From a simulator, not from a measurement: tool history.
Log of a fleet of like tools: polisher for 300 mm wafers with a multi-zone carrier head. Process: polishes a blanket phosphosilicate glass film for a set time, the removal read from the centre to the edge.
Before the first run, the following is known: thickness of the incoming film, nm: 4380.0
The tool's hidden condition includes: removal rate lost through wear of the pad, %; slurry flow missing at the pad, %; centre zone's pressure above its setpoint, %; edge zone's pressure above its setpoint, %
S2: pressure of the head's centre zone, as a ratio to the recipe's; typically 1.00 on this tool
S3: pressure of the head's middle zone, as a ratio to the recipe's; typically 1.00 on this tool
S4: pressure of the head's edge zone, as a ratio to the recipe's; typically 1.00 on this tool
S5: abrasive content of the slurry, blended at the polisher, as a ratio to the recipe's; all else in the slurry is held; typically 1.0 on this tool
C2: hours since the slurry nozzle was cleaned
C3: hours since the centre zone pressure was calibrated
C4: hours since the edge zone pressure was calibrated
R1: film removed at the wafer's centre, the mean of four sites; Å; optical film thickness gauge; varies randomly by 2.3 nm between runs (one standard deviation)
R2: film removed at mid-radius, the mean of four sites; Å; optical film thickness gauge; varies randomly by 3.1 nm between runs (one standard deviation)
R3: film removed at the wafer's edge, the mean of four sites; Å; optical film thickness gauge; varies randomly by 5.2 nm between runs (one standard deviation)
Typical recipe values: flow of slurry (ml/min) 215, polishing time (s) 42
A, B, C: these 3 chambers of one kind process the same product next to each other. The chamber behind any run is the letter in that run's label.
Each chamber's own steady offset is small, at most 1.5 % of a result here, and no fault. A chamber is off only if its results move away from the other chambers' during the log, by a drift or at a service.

Run 1C, hour 10.5: usual settings; wafers polished on this pad 464; C2 51.3; C3 555.2; C4 446.8. Result: R1 3622.5 Å, R2 3593.9 Å, R3 3683.3 Å.
Run 2A, hour 23.8: usual settings; wafers polished on this pad 774; C2 55.8; C3 475.2; C4 141.8. Result: R1 3599.1 Å, R2 3603.0 Å, R3 3667.8 Å.
At hour 24.4: chamber B: worn pad replaced by a new one.
At hour 32.7: chamber B: slurry nozzle cleaned.
Run 3B, hour 33.2: usual settings; wafers polished on this pad 160; C2 0.5; C3 260.6; C4 658.1. Result: R1 3641.9 Å, R2 3671.2 Å, R3 3608.3 Å.
At hour 38.7: chamber A: worn pad replaced by a new one.
Run 4C, hour 41.3: usual settings; wafers polished on this pad 1021; C2 82.1; C3 586.0; C4 477.6. Result: R1 3652.0 Å, R2 3623.0 Å, R3 3689.6 Å.
At hour 46.0: chamber C: worn pad replaced by a new one.
Run 5A, hour 49.4: usual settings but S3 1.08; wafers polished on this pad 194; C2 81.4; C3 500.8; C4 167.4. Result: R1 3643.1 Å, R2 3915.9 Å, R3 3659.8 Å.
Run 6B, hour 59.0: usual settings but S3 1.08; wafers polished on this pad 627; C2 26.3; C3 286.4; C4 683.9. Result: R1 3611.1 Å, R2 3994.3 Å, R3 3710.8 Å.
Run 7B, hour 71.4: usual settings but S3 1.08; wafers polished on this pad 851; C2 38.7; C3 298.8; C4 696.3. Result: R1 3564.5 Å, R2 3988.1 Å, R3 3666.8 Å.
At hour 76.1: chamber B: worn pad replaced by a new one.
Run 8C, hour 81.8: usual settings; wafers polished on this pad 648; C2 122.6; C3 626.5; C4 518.1. Result: R1 3643.9 Å, R2 3653.5 Å, R3 3629.5 Å.
Run 9A, hour 90.0: usual settings; wafers polished on this pad 929; C2 122.0; C3 541.4; C4 208.0. Result: R1 3593.4 Å, R2 3662.5 Å, R3 3709.0 Å.
At hour 92.3: chamber A: worn pad replaced by a new one.
At hour 94.7: chamber C: worn pad replaced by a new one.
Run 10A, hour 101.1: usual settings; wafers polished on this pad 160; C2 133.1; C3 552.5; C4 219.1. Result: R1 3589.4 Å, R2 3638.1 Å, R3 3597.7 Å.
Run 11C, hour 113.0: usual settings but flow of slurry (ml/min) 165, polishing time (s) 32; wafers polished on this pad 332; C2 153.8; C3 657.7; C4 549.3. Result: R1 2673.6 Å, R2 2649.9 Å, R3 2716.5 Å.
Run 12B, hour 122.5: usual settings but flow of slurry (ml/min) 165, polishing time (s) 32; wafers polished on this pad 839; C2 89.8; C3 349.9; C4 747.4. Result: R1 2623.8 Å, R2 2648.4 Å, R3 2654.0 Å.
Run 13B, hour 132.0: usual settings but flow of slurry (ml/min) 165, polishing time (s) 32; wafers polished on this pad 1011; C2 99.3; C3 359.4; C4 756.9. Result: R1 2625.1 Å, R2 2682.7 Å, R3 2660.7 Å.
At hour 132.1: chamber B: worn pad replaced by a new one.
Run 14A, hour 140.0: usual settings; wafers polished on this pad 863; C2 172.0; C3 591.4; C4 258.0. Result: R1 3556.2 Å, R2 3681.0 Å, R3 3632.9 Å.
At hour 146.2: chamber A: worn pad replaced by a new one.
Run 15C, hour 148.7: usual settings; wafers polished on this pad 978; C2 189.5; C3 693.4; C4 585.0. Result: R1 3622.1 Å, R2 3600.0 Å, R3 3589.2 Å.
At hour 150.6: chamber C: worn pad replaced by a new one.
Run 16A, hour 156.7: usual settings; wafers polished on this pad 190; C2 188.7; C3 608.1; C4 274.7. Result: R1 3613.0 Å, R2 3646.2 Å, R3 3607.0 Å.
Run 17B, hour 164.0: usual settings; wafers polished on this pad 578; C2 131.3; C3 391.4; C4 788.9. Result: R1 3607.8 Å, R2 3638.4 Å, R3 3672.2 Å.
Run 18C, hour 176.9: usual settings; wafers polished on this pad 477; C2 217.7; C3 721.6; C4 613.2. Result: R1 3679.7 Å, R2 3608.0 Å, R3 3669.8 Å.
At hour 178.9: chamber B: worn pad replaced by a new one.
Run 19B, hour 185.5: usual settings but S2 1.04; wafers polished on this pad 121; C2 152.8; C3 412.9; C4 810.4. Result: R1 3729.2 Å, R2 3667.0 Å, R3 3630.2 Å.
At hour 190.8: chamber A: worn pad replaced by a new one.
Run 20A, hour 199.1: usual settings but S2 1.04; wafers polished on this pad 151; C2 231.1; C3 650.5; C4 317.1. Result: R1 3764.2 Å, R2 3637.5 Å, R3 3604.9 Å.
Run 21C, hour 206.1: usual settings but S2 1.04; wafers polished on this pad 1005; C2 246.9; C3 750.8; C4 642.4. Result: R1 3834.9 Å, R2 3665.5 Å, R3 3625.0 Å.
At hour 212.7: chamber C: worn pad replaced by a new one.
Run 22A, hour 214.2: usual settings; wafers polished on this pad 424; C2 246.2; C3 665.6; C4 332.2. Result: R1 3589.2 Å, R2 3676.5 Å, R3 3698.4 Å.
Run 23B, hour 225.2: usual settings but S4 1.11; wafers polished on this pad 839; C2 192.5; C3 452.6; C4 850.1. Result: R1 3593.2 Å, R2 3672.0 Å, R3 3829.0 Å.
At hour 227.3: chamber B: worn pad replaced by a new one.
Run 24C, hour 237.1: usual settings but S4 1.11; wafers polished on this pad 441; C2 277.9; C3 781.8; C4 673.4. Result: R1 3619.5 Å, R2 3681.7 Å, R3 3858.7 Å.
Run 25C, hour 245.1: usual settings but S4 1.11; wafers polished on this pad 586; C2 285.9; C3 789.8; C4 681.4. Result: R1 3646.8 Å, R2 3646.9 Å, R3 3880.1 Å.
Run 26B, hour 256.4: usual settings but S5 1.2; wafers polished on this pad 527; C2 223.7; C3 483.8; C4 881.3. Result: R1 3868.5 Å, R2 3979.0 Å, R3 3842.3 Å.

Which is it: a chamber that has drifted or been left off by a service, a gauge drift common to all chambers, or only each chamber's usual small offset? If a chamber is off, name it and its likeliest cause.

No chamber is off and the gauge is stable; the differences are just each chamber's small, constant offset.

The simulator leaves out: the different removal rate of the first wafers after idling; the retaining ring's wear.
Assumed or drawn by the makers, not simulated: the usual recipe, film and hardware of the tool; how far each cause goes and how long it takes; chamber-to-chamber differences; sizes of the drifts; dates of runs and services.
